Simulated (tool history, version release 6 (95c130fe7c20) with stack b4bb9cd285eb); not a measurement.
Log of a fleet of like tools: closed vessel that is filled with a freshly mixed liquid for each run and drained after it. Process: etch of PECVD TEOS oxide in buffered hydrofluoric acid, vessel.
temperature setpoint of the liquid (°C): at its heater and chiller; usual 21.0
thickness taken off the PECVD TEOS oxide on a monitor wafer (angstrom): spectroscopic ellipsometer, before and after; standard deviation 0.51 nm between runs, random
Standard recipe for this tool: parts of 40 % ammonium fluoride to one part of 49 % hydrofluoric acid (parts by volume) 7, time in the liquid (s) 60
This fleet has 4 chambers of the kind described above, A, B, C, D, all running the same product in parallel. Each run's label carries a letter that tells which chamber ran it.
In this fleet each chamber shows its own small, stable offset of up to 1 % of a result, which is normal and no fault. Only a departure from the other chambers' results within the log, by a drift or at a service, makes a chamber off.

| run | day | temperature setpoint of the liquid (°C) | parts of 40 % ammonium fluoride to one part of 49 % hydrofluoric acid (parts by volume) | time in the liquid (s) | hours since the thermometer was replaced | hours since the hydrofluoric acid flow meter was replaced | read-back film thickness of the PECVD TEOS oxide reference wafer, read on the same gauge (nm) | thickness taken off the PECVD TEOS oxide on a monitor wafer (angstrom) |
|---|---|---|---|---|---|---|---|---|
| 1A | 0.171 | 21.0 | 7 | 60 | 690.1 | 251.8 | 69.969 | 1243.00 |
| 2C | 0.525 | 21.0 | 7 | 60 | 765.0 | 1224.9 | 69.997 | 1257.30 |
| 3B | 0.762 | 21.0 | 7 | 60 | 740.6 | 1369.0 | 70.000 | 1250.20 |
| 4D | 1.071 | 21.0 | 7 | 60 | 144.3 | 379.0 | 70.035 | 1230.20 |
| 5C | 1.388 | 21.0 | 7 | 60 | 785.7 | 1245.6 | 70.020 | 1247.00 |
| 6A | 1.671 | 21.0 | 7 | 60 | 726.1 | 287.8 | 70.024 | 1238.70 |
| 7D | 2.046 | 21.0 | 7 | 60 | 167.7 | 402.4 | 70.019 | 1236.80 |
| 8B | 2.258 | 21.0 | 5 | 75 | 776.5 | 1404.9 | 70.018 | 2067.70 |
| 9C | 2.462 | 21.0 | 5 | 75 | 811.5 | 1271.4 | 69.998 | 2079.10 |
| 10A | 2.825 | 21.0 | 5 | 75 | 753.8 | 315.5 | 69.989 | 2062.00 |
| 11D | 3.121 | 21.0 | 5 | 75 | 193.5 | 428.2 | 70.020 | 2070.70 |
| 12B | 3.471 | 21.0 | 7 | 60 | 805.6 | 1434.0 | 70.042 | 1253.70 |
| 13B | 3.858 | 21.0 | 7 | 60 | 814.9 | 1443.3 | 69.975 | 1254.00 |
| 14C | 4.179 | 21.0 | 7 | 60 | 852.7 | 1312.6 | 70.017 | 1253.00 |
| 15A | 4.429 | 21.0 | 7 | 60 | 792.3 | 354.0 | 69.968 | 1247.00 |
| 16D | 4.708 | 21.0 | 7 | 60 | 231.6 | 466.3 | 69.971 | 1238.90 |
| 17D | 5.025 | 21.0 | 7 | 60 | 239.2 | 473.9 | 70.005 | 1238.00 |
| 18B | 5.346 | 23.5 | 7 | 60 | 850.6 | 1479.0 | 69.972 | 1438.60 |
| 19A | 5.675 | 23.5 | 7 | 60 | 822.2 | 383.9 | 70.009 | 1428.80 |
| 20C | 5.896 | 23.5 | 7 | 60 | 893.9 | 1353.8 | 69.995 | 1433.20 |
| 21C | 6.179 | 23.5 | 7 | 60 | 900.7 | 1360.6 | 70.021 | 1421.00 |
| 22A | 6.571 | 21.0 | 7 | 60 | 843.7 | 405.4 | 69.994 | 1234.30 |
| 23B | 6.883 | 21.0 | 7 | 60 | 887.5 | 1515.9 | 69.961 | 1257.20 |
| 24D | 7.062 | 21.0 | 7 | 60 | 288.1 | 522.8 | 70.047 | 1243.30 |
| 25D | 7.375 | 21.0 | 7 | 60 | 295.6 | 530.3 | 70.016 | 1235.40 |
| 26B | 7.733 | 21.0 | 7 | 60 | 907.9 | 1536.3 | 70.033 | 1249.10 |
| 27C | 7.975 | 21.0 | 7 | 60 | 943.8 | 1403.7 | 69.966 | 1253.00 |
| 28A | 8.217 | 21.0 | 7 | 60 | 883.2 | 444.9 | 69.985 | 1240.60 |
| 29D | 8.517 | 21.0 | 7 | 45 | 323.0 | 557.7 | 70.010 | 930.83 |
| 30B | 8.754 | 21.0 | 7 | 45 | 932.4 | 1560.8 | 69.976 | 943.33 |
| 31C | 9.046 | 21.0 | 7 | 45 | 969.5 | 1429.4 | 70.023 | 935.98 |
| 32A | 9.342 | 21.0 | 7 | 45 | 910.2 | 471.9 | 69.973 | 931.41 |
| 33D | 9.650 | 21.0 | 7 | 60 | 350.2 | 584.9 | 70.012 | 1239.10 |

All chambers now run identical settings, listed one chamber a line with results as question marks. What results will each chamber show?
| 34A | 9.933 | 21.0 | 7 | 90 |  |  |  | ? |
| 34B | 9.933 | 21.0 | 7 | 90 |  |  |  | ? |
| 34C | 9.933 | 21.0 | 7 | 90 |  |  |  | ? |
| 34D | 9.933 | 21.0 | 7 | 90 |  |  |  | ? |

| run | thickness taken off the PECVD TEOS oxide on a monitor wafer (angstrom) |
|---|---|
| 34A | 1861.80 |
| 34B | 1883.90 |
| 34C | 1877.30 |
| 34D | 1842.40 |
